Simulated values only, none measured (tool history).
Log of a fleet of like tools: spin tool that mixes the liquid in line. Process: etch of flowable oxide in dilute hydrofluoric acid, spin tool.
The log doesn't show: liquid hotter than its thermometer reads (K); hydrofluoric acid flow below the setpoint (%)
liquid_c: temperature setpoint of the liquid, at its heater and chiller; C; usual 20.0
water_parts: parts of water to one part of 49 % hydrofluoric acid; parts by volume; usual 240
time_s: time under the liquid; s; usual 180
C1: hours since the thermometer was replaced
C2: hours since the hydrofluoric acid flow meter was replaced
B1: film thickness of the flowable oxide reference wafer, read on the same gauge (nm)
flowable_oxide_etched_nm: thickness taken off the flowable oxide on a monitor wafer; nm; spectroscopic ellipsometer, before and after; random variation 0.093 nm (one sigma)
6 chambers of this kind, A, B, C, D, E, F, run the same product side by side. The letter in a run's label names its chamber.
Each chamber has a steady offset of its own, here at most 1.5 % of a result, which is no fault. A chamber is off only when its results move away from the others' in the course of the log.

{"run": "1C", "day": 0.446, "liquid_c": 20.0, "water_parts": 240, "time_s": 180, "C1": 240.1, "C2": 1300.1, "B1": 69.995, "flowable_oxide_etched_nm": 20.918}
{"run": "2E", "day": 0.862, "liquid_c": 20.0, "water_parts": 240, "time_s": 180, "C1": 810.7, "C2": 530.4, "B1": 70.035, "flowable_oxide_etched_nm": 20.391}
{"run": "3D", "day": 1.388, "liquid_c": 20.0, "water_parts": 240, "time_s": 180, "C1": 1243.2, "C2": 376.7, "B1": 70.042, "flowable_oxide_etched_nm": 20.869}
{"run": "4F", "day": 1.904, "liquid_c": 20.0, "water_parts": 240, "time_s": 180, "C1": 519.5, "C2": 407.5, "B1": 70.015, "flowable_oxide_etched_nm": 20.525}
{"run": "5B", "day": 2.25, "liquid_c": 20.0, "water_parts": 240, "time_s": 180, "C1": 2966.7, "C2": 588.7, "B1": 69.968, "flowable_oxide_etched_nm": 20.448}
{"run": "6A", "day": 2.6, "liquid_c": 20.0, "water_parts": 240, "time_s": 180, "C1": 695.7, "C2": 303.9, "B1": 69.996, "flowable_oxide_etched_nm": 20.373}
{"run": "7C", "day": 2.921, "liquid_c": 23.5, "water_parts": 240, "time_s": 265, "C1": 299.5, "C2": 1359.5, "B1": 70.046, "flowable_oxide_etched_nm": 35.132}
{"day": 3.054, "done": "chamber F: hydrofluoric acid flow meter replaced"}
{"run": "8E", "day": 3.283, "liquid_c": 23.5, "water_parts": 240, "time_s": 265, "C1": 868.8, "C2": 588.5, "B1": 70.017, "flowable_oxide_etched_nm": 34.245}
{"run": "9D", "day": 3.604, "liquid_c": 23.5, "water_parts": 240, "time_s": 265, "C1": 1296.4, "C2": 429.9, "B1": 70.003, "flowable_oxide_etched_nm": 34.752}
{"run": "10F", "day": 4.071, "liquid_c": 23.5, "water_parts": 240, "time_s": 265, "C1": 571.5, "C2": 24.4, "B1": 69.999, "flowable_oxide_etched_nm": 34.471}
{"run": "11A", "day": 4.533, "liquid_c": 23.5, "water_parts": 240, "time_s": 265, "C1": 742.1, "C2": 350.3, "B1": 69.977, "flowable_oxide_etched_nm": 34.275}
{"run": "12B", "day": 4.8, "liquid_c": 23.5, "water_parts": 240, "time_s": 265, "C1": 3027.9, "C2": 649.9, "B1": 70.029, "flowable_oxide_etched_nm": 34.281}
{"run": "13D", "day": 5.046, "liquid_c": 17.0, "water_parts": 240, "time_s": 250, "C1": 1331.0, "C2": 464.5, "B1": 70.014, "flowable_oxide_etched_nm": 25.489}
{"day": 5.208, "done": "chamber B: thermometer replaced"}
{"run": "14E", "day": 5.512, "liquid_c": 17.0, "water_parts": 240, "time_s": 250, "C1": 922.3, "C2": 642.0, "B1": 69.979, "flowable_oxide_etched_nm": 25.354}
{"run": "15F", "day": 5.904, "liquid_c": 17.0, "water_parts": 240, "time_s": 250, "C1": 615.5, "C2": 68.4, "B1": 70.026, "flowable_oxide_etched_nm": 25.304}
{"run": "16B", "day": 6.371, "liquid_c": 17.0, "water_parts": 240, "time_s": 250, "C1": 28.0, "C2": 687.6, "B1": 69.965, "flowable_oxide_etched_nm": 25.535}
{"run": "17A", "day": 6.829, "liquid_c": 17.0, "water_parts": 240, "time_s": 250, "C1": 797.2, "C2": 405.4, "B1": 70.039, "flowable_oxide_etched_nm": 25.205}
{"run": "18C", "day": 7.146, "liquid_c": 17.0, "water_parts": 240, "time_s": 250, "C1": 400.9, "C2": 1460.9, "B1": 69.963, "flowable_oxide_etched_nm": 25.493}
{"day": 7.254, "done": "chamber D: thermometer replaced"}
{"run": "19C", "day": 7.629, "liquid_c": 20.0, "water_parts": 240, "time_s": 180, "C1": 412.5, "C2": 1472.5, "B1": 70.003, "flowable_oxide_etched_nm": 20.702}
{"run": "20D", "day": 7.888, "liquid_c": 20.0, "water_parts": 240, "time_s": 180, "C1": 15.3, "C2": 532.7, "B1": 70.02, "flowable_oxide_etched_nm": 20.775}
{"run": "21F", "day": 8.154, "liquid_c": 20.0, "water_parts": 240, "time_s": 180, "C1": 669.5, "C2": 122.4, "B1": 69.97, "flowable_oxide_etched_nm": 20.575}
{"run": "22E", "day": 8.662, "liquid_c": 20.0, "water_parts": 240, "time_s": 180, "C1": 997.9, "C2": 717.6, "B1": 70.03, "flowable_oxide_etched_nm": 20.456}
{"run": "23A", "day": 9.058, "liquid_c": 20.0, "water_parts": 240, "time_s": 180, "C1": 850.7, "C2": 458.9, "B1": 69.979, "flowable_oxide_etched_nm": 20.454}
{"run": "24B", "day": 9.308, "liquid_c": 20.0, "water_parts": 240, "time_s": 180, "C1": 98.5, "C2": 758.1, "B1": 69.992, "flowable_oxide_etched_nm": 20.592}
{"run": "25B", "day": 9.788, "liquid_c": 20.0, "water_parts": 240, "time_s": 180, "C1": 110.0, "C2": 769.6, "B1": 70.032, "flowable_oxide_etched_nm": 20.314}
{"run": "26F", "day": 10.067, "liquid_c": 20.0, "water_parts": 240, "time_s": 180, "C1": 715.4, "C2": 168.3, "B1": 69.95, "flowable_oxide_etched_nm": 20.593}
{"run": "27D", "day": 10.604, "liquid_c": 20.0, "water_parts": 240, "time_s": 180, "C1": 80.5, "C2": 597.9, "B1": 69.984, "flowable_oxide_etched_nm": 20.939}
{"run": "28C", "day": 10.962, "liquid_c": 20.0, "water_parts": 240, "time_s": 180, "C1": 492.5, "C2": 1552.5, "B1": 70.021, "flowable_oxide_etched_nm": 20.661}
{"run": "29A", "day": 11.338, "liquid_c": 20.0, "water_parts": 240, "time_s": 180, "C1": 905.4, "C2": 513.6, "B1": 69.997, "flowable_oxide_etched_nm": 20.562}
{"run": "30E", "day": 11.608, "liquid_c": 20.0, "water_parts": 240, "time_s": 180, "C1": 1068.6, "C2": 788.3, "B1": 70.028, "flowable_oxide_etched_nm": 20.443}
{"run": "31B", "day": 12.058, "liquid_c": 20.0, "water_parts": 240, "time_s": 180, "C1": 164.5, "C2": 824.1, "B1": 70.008, "flowable_oxide_etched_nm": 20.456}
{"run": "32A", "day": 12.438, "liquid_c": 20.0, "water_parts": 240, "time_s": 180, "C1": 931.8, "C2": 540.0, "B1": 69.988, "flowable_oxide_etched_nm": 20.549}
{"run": "33E", "day": 12.829, "liquid_c": 20.0, "water_parts": 240, "time_s": 180, "C1": 1097.9, "C2": 817.6, "B1": 70.025, "flowable_oxide_etched_nm": 20.348}
{"run": "34F", "day": 13.204, "liquid_c": 20.0, "water_parts": 240, "time_s": 180, "C1": 790.7, "C2": 243.6, "B1": 69.977, "flowable_oxide_etched_nm": 20.358}
{"day": 13.208, "done": "chamber D: hydrofluoric acid flow meter replaced"}
{"run": "35C", "day": 13.754, "liquid_c": 20.0, "water_parts": 240, "time_s": 180, "C1": 559.5, "C2": 1619.5, "B1": 70.025, "flowable_oxide_etched_nm": 20.75}
{"run": "36D", "day": 14.058, "liquid_c": 20.0, "water_parts": 240, "time_s": 180, "C1": 163.4, "C2": 20.4, "B1": 69.993, "flowable_oxide_etched_nm": 20.727}
{"run": "37C", "day": 14.362, "liquid_c": 20.0, "water_parts": 240, "time_s": 180, "C1": 574.1, "C2": 1634.1, "B1": 69.97, "flowable_oxide_etched_nm": 20.667}
{"run": "38D", "day": 14.642, "liquid_c": 20.0, "water_parts": 240, "time_s": 180, "C1": 177.4, "C2": 34.4, "B1": 69.984, "flowable_oxide_etched_nm": 20.647}
{"run": "39F", "day": 14.979, "liquid_c": 20.0, "water_parts": 240, "time_s": 180, "C1": 833.3, "C2": 286.2, "B1": 70.009, "flowable_oxide_etched_nm": 20.582}
{"run": "40E", "day": 15.271, "liquid_c": 20.0, "water_parts": 240, "time_s": 180, "C1": 1156.5, "C2": 876.2, "B1": 70.013, "flowable_oxide_etched_nm": 20.315}
{"day": 15.446, "done": "chamber B: hydrofluoric acid flow meter replaced"}
{"run": "41B", "day": 15.525, "liquid_c": 20.0, "water_parts": 240, "time_s": 180, "C1": 247.7, "C2": 2.0, "B1": 70.014, "flowable_oxide_etched_nm": 20.542}
{"run": "42A", "day": 15.833, "liquid_c": 20.0, "water_parts": 240, "time_s": 180, "C1": 1013.3, "C2": 621.5, "B1": 69.998, "flowable_oxide_etched_nm": 20.596}
{"run": "43A", "day": 16.183, "liquid_c": 20.0, "water_parts": 240, "time_s": 180, "C1": 1021.7, "C2": 629.9, "B1": 69.944, "flowable_oxide_etched_nm": 20.417}
{"run": "44D", "day": 16.575, "liquid_c": 20.0, "water_parts": 240, "time_s": 180, "C1": 223.8, "C2": 80.8, "B1": 70.023, "flowable_oxide_etched_nm": 20.729}

What goes on in this fleet: one chamber off, a drifting gauge, or nothing beyond the chambers' own small offsets? Name the chamber and the cause, if any.

No chamber stands off beyond its own small offset, and the gauge holds steady.
